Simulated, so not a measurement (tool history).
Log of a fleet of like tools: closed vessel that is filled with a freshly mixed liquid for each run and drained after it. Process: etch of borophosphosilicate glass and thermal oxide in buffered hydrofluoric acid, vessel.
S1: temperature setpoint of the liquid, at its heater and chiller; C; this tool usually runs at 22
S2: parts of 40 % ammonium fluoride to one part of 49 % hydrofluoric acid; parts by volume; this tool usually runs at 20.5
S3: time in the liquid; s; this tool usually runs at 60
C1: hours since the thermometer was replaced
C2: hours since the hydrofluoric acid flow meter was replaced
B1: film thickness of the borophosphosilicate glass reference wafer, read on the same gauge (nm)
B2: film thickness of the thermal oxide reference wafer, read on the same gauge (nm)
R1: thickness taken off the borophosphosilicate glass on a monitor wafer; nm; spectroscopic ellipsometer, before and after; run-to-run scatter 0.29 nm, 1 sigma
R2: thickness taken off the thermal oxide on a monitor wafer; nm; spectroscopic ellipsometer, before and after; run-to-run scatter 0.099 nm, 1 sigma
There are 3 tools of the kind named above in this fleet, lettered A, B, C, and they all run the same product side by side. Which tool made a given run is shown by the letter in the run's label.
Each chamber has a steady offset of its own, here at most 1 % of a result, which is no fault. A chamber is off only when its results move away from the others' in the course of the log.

run	hour	S1	S2	S3	C1	C2	B1	B2	R1	R2
1B	7.8	22	20.5	60	673.8	731.8	50.021	109.96	66.064	30.552
2C	15.0	22	20.5	60	1474.6	1241.6	50.004	109.97	66.841	30.624
3A	21.1	22	20.5	60	1512.8	776.2	50.016	110.04	66.493	30.361
4B	29.5	22	20.5	60	695.5	753.5	49.971	110.05	66.774	30.686
5A	35.8	22	20.5	60	1527.5	790.9	49.979	110.00	66.366	30.136
6C	46.0	22	20.5	60	1505.6	1272.6	50.003	109.99	66.506	30.452
7A	56.0	22	20.5	60	1547.7	811.1	49.998	109.97	66.797	30.297
8B	61.5	22	20.5	60	727.5	785.5	49.973	109.99	66.758	30.600
9C	68.9	22	20.5	60	1528.5	1295.5	50.006	110.00	66.611	30.474
10C	78.1	22	20.5	60	1537.7	1304.7	49.972	109.99	66.883	30.439
11B	83.1	22	20.5	80	749.1	807.1	50.002	110.02	88.937	40.590
12A	88.8	22	20.5	80	1580.5	843.9	49.964	110.03	88.247	40.338
13B	96.2	22	20.5	80	762.2	820.2	49.992	110.05	88.612	40.858
14C	103.8	18	20.5	60	1563.4	1330.4	50.022	110.02	53.782	24.559
15A	114.0	18	20.5	60	1605.7	869.1	49.974	110.03	53.677	24.269
16C	122.8	18	20.5	60	1582.4	1349.4	50.056	110.00	53.212	24.417
17B	131.7	22	20.5	60	797.7	855.7	49.957	109.99	66.536	30.539
18A	136.4	22	20.5	60	1628.1	891.5	49.999	109.97	66.642	30.378
19A	142.7	22	20.5	60	1634.4	897.8	50.023	109.99	66.354	30.383
20B	150.5	22	20.5	60	816.5	874.5	49.992	109.98	66.528	30.568
21C	158.7	22	20.5	60	1618.3	1385.3	49.968	109.99	66.897	30.557
22A	166.8	22	20.5	60	1658.5	921.9	50.070	109.99	66.597	30.366
23B	172.2	22	20.5	60	838.2	896.2	49.992	109.98	66.085	30.625
24C	177.0	22	20.5	60	1636.6	1403.6	49.982	110.01	66.299	30.683
25C	182.7	22	20.5	60	1642.3	1409.3	50.008	110.00	66.972	30.571
26B	190.3	22	20.5	60	856.3	914.3	50.010	110.04	66.747	30.678
27A	195.2	22	20.5	60	1686.9	950.3	49.991	110.01	65.946	30.424
28A	200.5	22	13.0	75	1692.2	955.6	50.010	110.04	129.790	58.575
29B	208.3	22	13.0	75	874.3	932.3	49.997	110.00	130.130	60.016
30C	216.3	22	13.0	75	1675.9	1442.9	50.047	110.02	128.970	58.786
31C	225.0	25	20.5	90	1684.6	1451.6	50.028	109.97	118.410	53.656
32A	229.8	25	20.5	90	1721.5	984.9	50.008	110.02	116.930	53.700
33B	238.3	25	20.5	90	904.3	962.3	50.011	109.99	117.700	54.548

Next, every chamber runs the same settings. What will each give?
34A	245.7	22	20.5	60					?	?
34B	245.7	22	20.5	60					?	?
34C	245.7	22	20.5	60					?	?

run	R1	R2
34A	65.968	30.414
34B	66.750	30.449
34C	66.834	30.636

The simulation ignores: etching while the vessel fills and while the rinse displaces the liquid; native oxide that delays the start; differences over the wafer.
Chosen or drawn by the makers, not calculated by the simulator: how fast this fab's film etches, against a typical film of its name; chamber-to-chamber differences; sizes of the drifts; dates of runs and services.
